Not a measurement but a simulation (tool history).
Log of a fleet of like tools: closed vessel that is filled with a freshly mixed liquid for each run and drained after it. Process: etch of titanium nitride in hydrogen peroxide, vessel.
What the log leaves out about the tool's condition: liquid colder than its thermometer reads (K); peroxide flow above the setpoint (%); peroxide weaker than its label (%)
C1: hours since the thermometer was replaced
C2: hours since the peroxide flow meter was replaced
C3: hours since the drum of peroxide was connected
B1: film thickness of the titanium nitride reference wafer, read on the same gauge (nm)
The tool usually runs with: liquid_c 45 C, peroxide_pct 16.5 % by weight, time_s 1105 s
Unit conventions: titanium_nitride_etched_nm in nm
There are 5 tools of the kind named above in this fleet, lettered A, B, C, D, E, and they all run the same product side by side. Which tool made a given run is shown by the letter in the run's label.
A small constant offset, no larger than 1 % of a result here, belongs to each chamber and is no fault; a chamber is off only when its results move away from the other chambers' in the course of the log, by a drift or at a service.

Run 1E, hour 3.4: usual settings; C1 1636.4; C2 624.7; C3 1060.9; B1 69.993. Result: titanium_nitride_etched_nm 41.612 nm.
Run 2B, hour 6.3: usual settings; C1 138.1; C2 756.7; C3 430.7; B1 70.011. Result: titanium_nitride_etched_nm 41.561 nm.
Run 3A, hour 10.5: usual settings; C1 147.5; C2 402.6; C3 337.1; B1 69.971. Result: titanium_nitride_etched_nm 41.912 nm.
Run 4D, hour 14.8: usual settings; C1 44.6; C2 265.4; C3 378.7; B1 69.994. Result: titanium_nitride_etched_nm 41.202 nm.
Run 5C, hour 18.8: usual settings; C1 225.2; C2 68.9; C3 31.8; B1 70.023. Result: titanium_nitride_etched_nm 41.472 nm.
Run 6D, hour 21.7: usual settings but liquid_c 41 C; C1 51.5; C2 272.3; C3 385.6; B1 70.019. Result: titanium_nitride_etched_nm 30.374 nm.
Run 7E, hour 25.5: usual settings but liquid_c 41 C; C1 1658.5; C2 646.8; C3 1083; B1 70.006. Result: titanium_nitride_etched_nm 30.847 nm.
Run 8A, hour 29.9: usual settings but liquid_c 41 C; C1 166.9; C2 422; C3 356.5; B1 70.016. Result: titanium_nitride_etched_nm 30.676 nm.
At hour 34: chamber B: new drum of peroxide connected.
Run 9C, hour 34: usual settings but liquid_c 41 C; C1 240.4; C2 84.1; C3 47; B1 70.006. Result: titanium_nitride_etched_nm 30.371 nm.
Run 10B, hour 38.7: usual settings but liquid_c 41 C; C1 170.5; C2 789.1; C3 4.8; B1 70.04. Result: titanium_nitride_etched_nm 30.504 nm.
Run 11D, hour 42.3: usual settings; C1 72.1; C2 292.9; C3 406.2; B1 70.004. Result: titanium_nitride_etched_nm 41.365 nm.
Run 12E, hour 46.8: usual settings; C1 1679.8; C2 668.1; C3 1104.3; B1 69.986. Result: titanium_nitride_etched_nm 41.669 nm.
Run 13C, hour 49.4: usual settings; C1 255.8; C2 99.5; C3 62.4; B1 70.036. Result: titanium_nitride_etched_nm 41.204 nm.
Run 14B, hour 52.1: usual settings; C1 183.9; C2 802.5; C3 18.2; B1 69.919. Result: titanium_nitride_etched_nm 41.631 nm.
Run 15A, hour 57: usual settings; C1 194; C2 449.1; C3 383.6; B1 69.987. Result: titanium_nitride_etched_nm 41.754 nm.
Run 16A, hour 60.6: usual settings but liquid_c 51 C; C1 197.6; C2 452.7; C3 387.2; B1 70.028. Result: titanium_nitride_etched_nm 65.406 nm.
Run 17E, hour 64.7: usual settings but liquid_c 51 C; C1 1697.7; C2 686; C3 1122.2; B1 69.963. Result: titanium_nitride_etched_nm 64.449 nm.
Run 18C, hour 67.1: usual settings but liquid_c 51 C; C1 273.5; C2 117.2; C3 80.1; B1 69.98. Result: titanium_nitride_etched_nm 63.681 nm.
Run 19D, hour 69.2: usual settings but liquid_c 51 C; C1 99; C2 319.8; C3 433.1; B1 69.999. Result: titanium_nitride_etched_nm 64.42 nm.
Run 20B, hour 72.6: usual settings but liquid_c 51 C; C1 204.4; C2 823; C3 38.7; B1 70.028. Result: titanium_nitride_etched_nm 64.724 nm.
Run 21C, hour 74.9: usual settings; C1 281.3; C2 125; C3 87.9; B1 70.007. Result: titanium_nitride_etched_nm 40.907 nm.
Run 22B, hour 79.3: usual settings; C1 211.1; C2 829.7; C3 45.4; B1 70.083. Result: titanium_nitride_etched_nm 41.236 nm.
Run 23A, hour 81.7: usual settings; C1 218.7; C2 473.8; C3 408.3; B1 70.02. Result: titanium_nitride_etched_nm 41.635 nm.
Run 24E, hour 85.4: usual settings but liquid_c 49.5 C; C1 1718.4; C2 706.7; C3 1142.9; B1 69.979. Result: titanium_nitride_etched_nm 57.729 nm.
Run 25D, hour 87.9: usual settings but liquid_c 49.5 C; C1 117.7; C2 338.5; C3 451.8; B1 70.042. Result: titanium_nitride_etched_nm 57.644 nm.
Run 26E, hour 90.5: usual settings but liquid_c 49.5 C; C1 1723.5; C2 711.8; C3 1148; B1 69.957. Result: titanium_nitride_etched_nm 57.627 nm.
Run 27A, hour 92.7: usual settings but liquid_c 49.5 C; C1 229.7; C2 484.8; C3 419.3; B1 70.039. Result: titanium_nitride_etched_nm 58.311 nm.
Run 28B, hour 96.9: usual settings but liquid_c 49.5 C; C1 228.7; C2 847.3; C3 63; B1 70.037. Result: titanium_nitride_etched_nm 57.625 nm.
Run 29C, hour 100.6: usual settings; C1 307; C2 150.7; C3 113.6; B1 69.941. Result: titanium_nitride_etched_nm 40.411 nm.
Run 30D, hour 105.1: usual settings; C1 134.9; C2 355.7; C3 469; B1 69.969. Result: titanium_nitride_etched_nm 41.534 nm.
Run 31B, hour 107.3: usual settings; C1 239.1; C2 857.7; C3 73.4; B1 69.967. Result: titanium_nitride_etched_nm 41.613 nm.
Run 32A, hour 110.3: usual settings; C1 247.3; C2 502.4; C3 436.9; B1 70.002. Result: titanium_nitride_etched_nm 41.788 nm.
Run 33D, hour 112.9: usual settings; C1 142.7; C2 363.5; C3 476.8; B1 69.991. Result: titanium_nitride_etched_nm 41.679 nm.
Run 34C, hour 116.8: usual settings; C1 323.2; C2 166.9; C3 129.8; B1 70.015. Result: titanium_nitride_etched_nm 40.131 nm.
Run 35E, hour 121.2: usual settings; C1 1754.2; C2 742.5; C3 1178.7; B1 70.018. Result: titanium_nitride_etched_nm 41.383 nm.
Run 36D, hour 124.3: usual settings but liquid_c 54 C, time_s 1355 s; C1 154.1; C2 374.9; C3 488.2; B1 69.944. Result: titanium_nitride_etched_nm 97.979 nm.

Predict what each chamber gives when all 5 of them run the settings below next.
Run 37A, hour 127.8: usual settings but peroxide_pct 12 % by weight. Result: titanium_nitride_etched_nm ?.
Run 37B, hour 127.8: usual settings but peroxide_pct 12 % by weight. Result: titanium_nitride_etched_nm ?.
Run 37C, hour 127.8: usual settings but peroxide_pct 12 % by weight. Result: titanium_nitride_etched_nm ?.
Run 37D, hour 127.8: usual settings but peroxide_pct 12 % by weight. Result: titanium_nitride_etched_nm ?.
Run 37E, hour 127.8: usual settings but peroxide_pct 12 % by weight. Result: titanium_nitride_etched_nm ?.

run  titanium_nitride_etched_nm
37A                      39.066
37B                      38.623
37C                      37.204
37D                      38.722
37E                      39.024
